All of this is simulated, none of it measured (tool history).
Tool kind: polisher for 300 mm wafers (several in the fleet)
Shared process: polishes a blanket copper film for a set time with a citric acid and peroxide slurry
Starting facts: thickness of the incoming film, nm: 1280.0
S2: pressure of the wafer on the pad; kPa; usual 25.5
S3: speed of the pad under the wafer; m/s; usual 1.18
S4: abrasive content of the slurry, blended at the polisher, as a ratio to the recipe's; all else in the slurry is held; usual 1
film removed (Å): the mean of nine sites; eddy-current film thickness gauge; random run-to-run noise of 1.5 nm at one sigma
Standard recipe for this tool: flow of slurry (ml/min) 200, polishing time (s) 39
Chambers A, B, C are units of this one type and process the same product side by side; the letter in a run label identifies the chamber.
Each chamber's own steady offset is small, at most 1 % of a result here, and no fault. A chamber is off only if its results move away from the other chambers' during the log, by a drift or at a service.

run 1C hour=12.6 | flow_of_slurry_(ml/min)=200 S2=25.5 S3=1.18 S4=1 polishing_time_(s)=39 | film_removed_(Å)=1091.8
run 2A hour=20.7 | flow_of_slurry_(ml/min)=200 S2=25.5 S3=1.18 S4=1 polishing_time_(s)=39 | film_removed_(Å)=1089.1
run 3B hour=31.7 | flow_of_slurry_(ml/min)=200 S2=25.5 S3=1.18 S4=1 polishing_time_(s)=39 | film_removed_(Å)=1105.6
-- hour=33.6 chamber C: head pressure recalibrated
-- hour=36.9 chamber C: worn pad replaced by a new one
run 4C hour=45.2 | flow_of_slurry_(ml/min)=200 S2=25.5 S3=1.18 S4=1 polishing_time_(s)=39 | film_removed_(Å)=1100.2
run 5A hour=60.6 | flow_of_slurry_(ml/min)=200 S2=25.5 S3=1.18 S4=1 polishing_time_(s)=39 | film_removed_(Å)=1079
-- hour=64.3 chamber A: worn pad replaced by a new one
run 6B hour=72.4 | flow_of_slurry_(ml/min)=200 S2=25.5 S3=1.18 S4=1 polishing_time_(s)=39 | film_removed_(Å)=1132.7
run 7A hour=82.6 | flow_of_slurry_(ml/min)=260 S2=25.5 S3=1.18 S4=1 polishing_time_(s)=39 | film_removed_(Å)=1143.9
-- hour=88.9 chamber B: worn pad replaced by a new one
run 8C hour=94.5 | flow_of_slurry_(ml/min)=260 S2=25.5 S3=1.18 S4=1 polishing_time_(s)=39 | film_removed_(Å)=1098.3
-- hour=102.3 chamber A: slurry blender recalibrated
run 9B hour=102.4 | flow_of_slurry_(ml/min)=260 S2=25.5 S3=1.18 S4=1 polishing_time_(s)=39 | film_removed_(Å)=1154.5
-- hour=102.7 chamber C: slurry nozzle cleaned
run 10C hour=116.3 | flow_of_slurry_(ml/min)=200 S2=31 S3=1.18 S4=1 polishing_time_(s)=39 | film_removed_(Å)=1265.8
-- hour=118.5 chamber C: worn pad replaced by a new one
run 11B hour=128.6 | flow_of_slurry_(ml/min)=200 S2=31 S3=1.18 S4=1 polishing_time_(s)=39 | film_removed_(Å)=1361.4
run 12A hour=140.4 | flow_of_slurry_(ml/min)=200 S2=31 S3=1.18 S4=1 polishing_time_(s)=39 | film_removed_(Å)=1341
run 13B hour=150.7 | flow_of_slurry_(ml/min)=200 S2=25.5 S3=1.18 S4=1 polishing_time_(s)=39 | film_removed_(Å)=1139.5
-- hour=151.2 chamber A: worn pad replaced by a new one
run 14C hour=166.6 | flow_of_slurry_(ml/min)=200 S2=25.5 S3=1.18 S4=1 polishing_time_(s)=39 | film_removed_(Å)=1059.1
-- hour=168.5 chamber B: worn pad replaced by a new one
run 15A hour=181.1 | flow_of_slurry_(ml/min)=200 S2=25.5 S3=1.18 S4=1 polishing_time_(s)=39 | film_removed_(Å)=1115.1
run 16A hour=197.1 | flow_of_slurry_(ml/min)=200 S2=25.5 S3=1.18 S4=1 polishing_time_(s)=39 | film_removed_(Å)=1086.4
-- hour=198.7 chamber C: worn pad replaced by a new one
run 17C hour=205.9 | flow_of_slurry_(ml/min)=200 S2=25.5 S3=1.18 S4=1 polishing_time_(s)=39 | film_removed_(Å)=1055.8
run 18B hour=221.6 | flow_of_slurry_(ml/min)=200 S2=25.5 S3=1.18 S4=1 polishing_time_(s)=39 | film_removed_(Å)=1102.9
-- hour=224.4 chamber A: worn pad replaced by a new one
run 19A hour=229.6 | flow_of_slurry_(ml/min)=200 S2=25.5 S3=1.18 S4=1 polishing_time_(s)=39 | film_removed_(Å)=1107.3
run 20C hour=242.6 | flow_of_slurry_(ml/min)=200 S2=25.5 S3=1.18 S4=1 polishing_time_(s)=39 | film_removed_(Å)=1062.3
-- hour=245.7 chamber B: slurry blender recalibrated
-- hour=250.6 chamber B: worn pad replaced by a new one
run 21B hour=250.8 | flow_of_slurry_(ml/min)=200 S2=25.5 S3=1.18 S4=1 polishing_time_(s)=39 | film_removed_(Å)=1108.7
run 22A hour=259.6 | flow_of_slurry_(ml/min)=200 S2=25.5 S3=1.18 S4=1 polishing_time_(s)=39 | film_removed_(Å)=1129.3
run 23B hour=270.3 | flow_of_slurry_(ml/min)=200 S2=25.5 S3=1.18 S4=1 polishing_time_(s)=39 | film_removed_(Å)=1123.5
run 24C hour=286.3 | flow_of_slurry_(ml/min)=200 S2=25.5 S3=1.18 S4=1 polishing_time_(s)=39 | film_removed_(Å)=1052.7
-- hour=286.7 chamber C: worn pad replaced by a new one
-- hour=298.5 chamber A: worn pad replaced by a new one
run 25A hour=302.6 | flow_of_slurry_(ml/min)=200 S2=25.5 S3=1.18 S4=1 polishing_time_(s)=39 | film_removed_(Å)=1077.7
run 26B hour=317.9 | flow_of_slurry_(ml/min)=200 S2=25.5 S3=1.18 S4=1 polishing_time_(s)=39 | film_removed_(Å)=1126.5
run 27C hour=331 | flow_of_slurry_(ml/min)=200 S2=25.5 S3=1.18 S4=1 polishing_time_(s)=39 | film_removed_(Å)=1019.7
-- hour=337.2 chamber A: slurry blender recalibrated
-- hour=340.6 chamber B: worn pad replaced by a new one
run 28A hour=347 | flow_of_slurry_(ml/min)=200 S2=25.5 S3=1.18 S4=1 polishing_time_(s)=39 | film_removed_(Å)=1088.2
run 29B hour=362.2 | flow_of_slurry_(ml/min)=200 S2=25.5 S3=1.18 S4=1 polishing_time_(s)=39 | film_removed_(Å)=1103.6
run 30C hour=374.8 | flow_of_slurry_(ml/min)=240 S2=25.5 S3=1.18 S4=1 polishing_time_(s)=49 | film_removed_(Å)=1311.7
-- hour=383.5 chamber A: slurry nozzle cleaned
-- hour=383.6 chamber C: worn pad replaced by a new one
-- hour=386.9 chamber A: worn pad replaced by a new one
run 31A hour=387.3 | flow_of_slurry_(ml/min)=240 S2=25.5 S3=1.18 S4=1 polishing_time_(s)=49 | film_removed_(Å)=1420.3
run 32C hour=399.8 | flow_of_slurry_(ml/min)=240 S2=25.5 S3=1.18 S4=1 polishing_time_(s)=49 | film_removed_(Å)=1309
run 33B hour=407.1 | flow_of_slurry_(ml/min)=200 S2=25.5 S3=1.18 S4=1 polishing_time_(s)=39 | film_removed_(Å)=1104.1
run 34B hour=422.8 | flow_of_slurry_(ml/min)=200 S2=25.5 S3=1.18 S4=1 polishing_time_(s)=39 | film_removed_(Å)=1105

The same settings go to every chamber for the next run, one line per chamber below. Forecast the results for each:
run 35A hour=434.8 | flow_of_slurry_(ml/min)=200 S2=25.5 S3=1.18 S4=1 polishing_time_(s)=39 | film_removed_(Å)=?
run 35B hour=434.8 | flow_of_slurry_(ml/min)=200 S2=25.5 S3=1.18 S4=1 polishing_time_(s)=39 | film_removed_(Å)=?
run 35C hour=434.8 | flow_of_slurry_(ml/min)=200 S2=25.5 S3=1.18 S4=1 polishing_time_(s)=39 | film_removed_(Å)=?

run=35A film_removed_(Å)=1095.7
run=35B film_removed_(Å)=1140.7
run=35C film_removed_(Å)=997.63
